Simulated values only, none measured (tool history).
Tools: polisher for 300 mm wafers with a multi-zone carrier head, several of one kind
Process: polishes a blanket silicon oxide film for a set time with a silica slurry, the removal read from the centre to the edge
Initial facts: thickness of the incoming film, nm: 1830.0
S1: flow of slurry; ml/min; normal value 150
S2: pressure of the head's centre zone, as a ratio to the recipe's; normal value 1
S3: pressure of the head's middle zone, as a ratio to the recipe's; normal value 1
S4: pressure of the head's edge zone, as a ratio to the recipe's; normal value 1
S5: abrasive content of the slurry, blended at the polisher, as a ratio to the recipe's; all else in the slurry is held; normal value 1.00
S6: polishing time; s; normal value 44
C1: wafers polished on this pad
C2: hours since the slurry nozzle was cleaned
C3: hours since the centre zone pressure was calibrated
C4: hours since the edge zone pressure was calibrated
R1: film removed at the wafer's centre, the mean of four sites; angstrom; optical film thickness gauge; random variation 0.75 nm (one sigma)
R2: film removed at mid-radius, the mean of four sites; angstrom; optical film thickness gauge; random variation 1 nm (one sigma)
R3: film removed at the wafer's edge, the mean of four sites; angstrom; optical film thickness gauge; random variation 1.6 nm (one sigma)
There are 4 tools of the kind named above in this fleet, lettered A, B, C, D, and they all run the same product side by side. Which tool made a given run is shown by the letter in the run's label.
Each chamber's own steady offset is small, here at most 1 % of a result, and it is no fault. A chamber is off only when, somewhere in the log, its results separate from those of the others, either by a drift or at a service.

run	hour	S1	S2	S3	S4	S5	S6	C1	C2	C3	C4	R1	R2	R3
# hour 0.7: chamber C: centre zone pressure recalibrated
# hour 4.3: chamber B: worn pad replaced by a new one
1B	4.3	150	1	1	1	1.00	44	0	57.3	274.1	97.6	1192.8	1171.1	1200.0
2C	9.5	150	1	1	1	1.00	44	1201	71.2	8.9	123.4	1172.7	1190.8	1157.9
3D	14.9	150	1	1	1	1.00	44	365	24.2	913.4	686.9	1202.9	1181.9	1194.5
4A	19.3	150	1	1	1	1.00	44	1119	374.8	413.1	223.3	1178.8	1174.0	1171.7
5B	22.5	150	1	1	1	1.00	44	146	75.5	292.3	115.8	1184.1	1179.9	1194.5
# hour 26.3: chamber C: worn pad replaced by a new one
6D	28.1	150	1	1	1	1.00	44	470	37.4	926.6	700.1	1201.6	1178.1	1200.4
7C	33.4	150	1	1	1	1.00	44	57	95.1	32.8	147.3	1190.5	1205.9	1171.8
8A	37.2	150	1	1	1	1.00	44	1262	392.7	431.0	241.2	1190.9	1185.4	1168.1
9A	41.2	150	1	1	1	1.00	44	1294	396.7	435.0	245.2	1162.9	1166.8	1189.8
10D	45.0	150	1	1	1	1.00	44	606	54.3	943.5	717.0	1196.7	1194.0	1221.0
# hour 47.7: chamber D: worn pad replaced by a new one
11B	49.0	150	1	1	1	1.00	49	358	102.0	318.8	142.3	1335.8	1328.1	1316.6
12C	51.6	150	1	1	1	1.00	49	203	113.3	51.0	165.5	1306.3	1320.2	1284.4
13A	54.3	150	1	1	1	1.00	49	1399	409.8	448.1	258.3	1322.7	1292.6	1312.2
14D	57.4	150	1	1	1	1.00	49	78	66.7	955.9	729.4	1333.2	1316.4	1302.5
15C	60.4	150	1	1	1	1.15	36	273	122.1	59.8	174.3	1024.7	1034.3	1035.7
16B	66.1	150	1	1	1	1.15	36	495	119.1	335.9	159.4	1071.3	1014.9	1020.6
17B	70.9	150	1	1	1	1.15	36	534	123.9	340.7	164.2	1081.5	1015.2	1036.9
# hour 73.8: chamber A: worn pad replaced by a new one
18A	75.2	150	1	1	1	1.15	36	11	430.7	469.0	279.2	1014.5	1037.8	1039.6
19C	79.2	150	1	1	1	1.00	44	424	140.9	78.6	193.1	1187.5	1202.6	1217.2
20D	84.8	150	1	1	1	1.00	44	297	94.1	983.3	756.8	1184.8	1182.6	1191.2
21A	87.6	150	1	1	1	1.00	44	110	443.1	481.4	291.6	1175.6	1169.9	1154.8
22D	92.6	150	1	1	1	1.00	44	360	101.9	991.1	764.6	1208.1	1164.2	1181.0
23C	95.8	150	1	1	1	1.00	44	557	157.5	95.2	209.7	1192.0	1177.9	1157.1
24B	98.6	150	1	1	1	1.00	44	756	151.6	368.4	191.9	1261.2	1160.6	1184.1
25D	104.5	150	1	1	1	1.00	44	455	113.8	1003.0	776.5	1205.9	1173.1	1171.4

Predict what each chamber gives when all 4 of them run the settings below next.
26A	108.7	150	1	1	1	1.00	44					?	?	?
26B	108.7	150	1	1	1	1.00	44					?	?	?
26C	108.7	150	1	1	1	1.00	44					?	?	?
26D	108.7	150	1	1	1	1.00	44					?	?	?

run	R1	R2	R3
26A	1183.4	1192.2	1191.8
26B	1277.9	1167.8	1194.6
26C	1174.5	1198.2	1176.5
26D	1190.5	1186.2	1184.6

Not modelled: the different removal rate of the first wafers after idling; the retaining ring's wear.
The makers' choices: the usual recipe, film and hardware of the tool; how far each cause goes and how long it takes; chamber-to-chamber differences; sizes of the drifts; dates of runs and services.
